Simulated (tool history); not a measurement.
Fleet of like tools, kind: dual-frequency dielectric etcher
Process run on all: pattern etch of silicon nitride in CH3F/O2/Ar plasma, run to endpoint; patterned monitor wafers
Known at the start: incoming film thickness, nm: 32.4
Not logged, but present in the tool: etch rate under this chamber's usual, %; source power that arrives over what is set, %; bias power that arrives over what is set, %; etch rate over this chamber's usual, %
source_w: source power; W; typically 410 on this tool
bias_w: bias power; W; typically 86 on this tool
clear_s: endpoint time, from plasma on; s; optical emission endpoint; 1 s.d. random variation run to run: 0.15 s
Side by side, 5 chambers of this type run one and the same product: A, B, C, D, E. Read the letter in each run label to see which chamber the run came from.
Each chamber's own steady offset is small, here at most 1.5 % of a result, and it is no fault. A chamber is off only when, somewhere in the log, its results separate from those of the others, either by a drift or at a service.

| run | hour | source_w | bias_w | hours since the last wet clean | hours since the last source power generator calibration | hours since the last bias power generator calibration | clear_s |
|---|---|---|---|---|---|---|---|
| 1B | 7.2 | 410 | 86 | 368.1 | 161.4 | 663.7 | 44.089 |
| 2E | 13.5 | 410 | 86 | 530.6 | 421.0 | 2564.1 | 43.849 |
| 3A | 25.0 | 410 | 86 | 388.6 | 3841.8 | 3363.5 | 43.503 |
|  | 25.3 | chamber E: wet clean of the chamber |
| 4C | 34.2 | 410 | 86 | 443.3 | 2512.9 | 3493.2 | 43.366 |
| 5D | 45.9 | 410 | 86 | 227.9 | 1804.2 | 1611.2 | 43.613 |
| 6D | 57.6 | 480 | 86 | 239.6 | 1815.9 | 1622.9 | 41.231 |
|  | 65.1 | chamber A: wet clean of the chamber |
| 7E | 67.4 | 480 | 86 | 42.1 | 474.9 | 2618.0 | 41.023 |
| 8B | 76.1 | 480 | 86 | 437.0 | 230.3 | 732.6 | 41.488 |
| 9A | 81.4 | 480 | 86 | 16.4 | 3898.2 | 3419.9 | 41.078 |
| 10C | 93.2 | 480 | 86 | 502.3 | 2571.9 | 3552.2 | 40.831 |
| 11C | 102.9 | 410 | 86 | 512.0 | 2581.6 | 3561.9 | 43.380 |
| 12B | 114.4 | 340 | 86 | 475.3 | 268.6 | 770.9 | 46.911 |
|  | 115.8 | chamber C: bias power generator calibrated |
| 13A | 121.9 | 340 | 86 | 56.9 | 3938.7 | 3460.4 | 46.733 |
| 14D | 129.9 | 340 | 86 | 311.9 | 1888.2 | 1695.2 | 46.287 |
| 15E | 138.3 | 340 | 86 | 113.0 | 545.8 | 2688.9 | 46.804 |
|  | 143.0 | chamber B: wet clean of the chamber |
| 16E | 148.0 | 340 | 86 | 122.7 | 555.5 | 2698.6 | 47.066 |
|  | 153.3 | chamber C: wet clean of the chamber |
| 17B | 158.4 | 370 | 105 | 15.5 | 312.6 | 814.9 | 42.476 |
| 18D | 169.1 | 370 | 105 | 351.1 | 1927.4 | 1734.4 | 41.883 |
| 19A | 174.4 | 370 | 105 | 109.4 | 3991.2 | 3512.9 | 42.211 |
| 20C | 182.9 | 370 | 105 | 29.7 | 2661.6 | 67.1 | 39.819 |
| 21C | 189.4 | 370 | 105 | 36.2 | 2668.1 | 73.6 | 39.768 |
| 22A | 200.4 | 410 | 86 | 135.4 | 4017.2 | 3538.9 | 43.680 |
| 23B | 206.2 | 410 | 86 | 63.3 | 360.4 | 862.7 | 44.202 |
| 24E | 215.6 | 410 | 86 | 190.3 | 623.1 | 2766.2 | 43.817 |
| 25D | 224.1 | 410 | 86 | 406.1 | 1982.4 | 1789.4 | 43.461 |
| 26B | 231.8 | 410 | 86 | 88.9 | 386.0 | 888.3 | 43.589 |
| 27E | 237.1 | 410 | 86 | 211.8 | 644.6 | 2787.7 | 43.948 |
| 28C | 248.5 | 320 | 77 | 95.3 | 2727.2 | 132.7 | 46.981 |
| 29D | 255.6 | 320 | 77 | 437.6 | 2013.9 | 1820.9 | 49.315 |
| 30A | 266.7 | 320 | 77 | 201.7 | 4083.5 | 3605.2 | 50.042 |
|  | 271.1 | chamber D: wet clean of the chamber |
| 31B | 274.9 | 320 | 77 | 132.0 | 429.1 | 931.4 | 50.336 |
| 32C | 284.3 | 320 | 77 | 131.1 | 2763.0 | 168.5 | 47.296 |
| 33A | 291.1 | 410 | 86 | 226.1 | 4107.9 | 3629.6 | 44.063 |
| 34D | 299.2 | 410 | 86 | 28.2 | 2057.5 | 1864.5 | 43.304 |
| 35E | 305.7 | 410 | 86 | 280.4 | 713.2 | 2856.3 | 43.696 |
| 36C | 317.1 | 410 | 86 | 163.9 | 2795.8 | 201.3 | 41.546 |

Is one chamber out of step, is the gauge drifting, or do the chambers differ by no more than their own small offsets? For an off chamber, give its letter and the likeliest cause.

Chamber C has stood off from the others ever since a service on it.
Cause: etch rate over this chamber's usual, % = 4.97.

Here are 4 candidates for chamber C's next run, each the usual settings with a change, their results left as question marks. Which one brings its results back in line with what the others give on the usual settings?
Allowed miss from the other chambers' usual-settings mean, per result, to count as in line: clear_s 0.540 s
| 37C-1 | 325.7 | 480 | 102 |  |  |  | ? |
| 37C-2 | 325.7 | 380 | 79 |  |  |  | ? |
| 37C-3 | 325.7 | 410 | 61 |  |  |  | ? |
| 37C-4 | 325.7 | 440 | 93 |  |  |  | ? |

On the usual settings, the other chambers give on average: clear_s 43.686 s
| run | clear_s |
|---|---|
| 37C-1 | 36.609 |
| 37C-2 | 43.841 |
| 37C-3 | 46.562 |
| 37C-4 | 39.120 |
37C-2 puts the chamber back in line with the other chambers.

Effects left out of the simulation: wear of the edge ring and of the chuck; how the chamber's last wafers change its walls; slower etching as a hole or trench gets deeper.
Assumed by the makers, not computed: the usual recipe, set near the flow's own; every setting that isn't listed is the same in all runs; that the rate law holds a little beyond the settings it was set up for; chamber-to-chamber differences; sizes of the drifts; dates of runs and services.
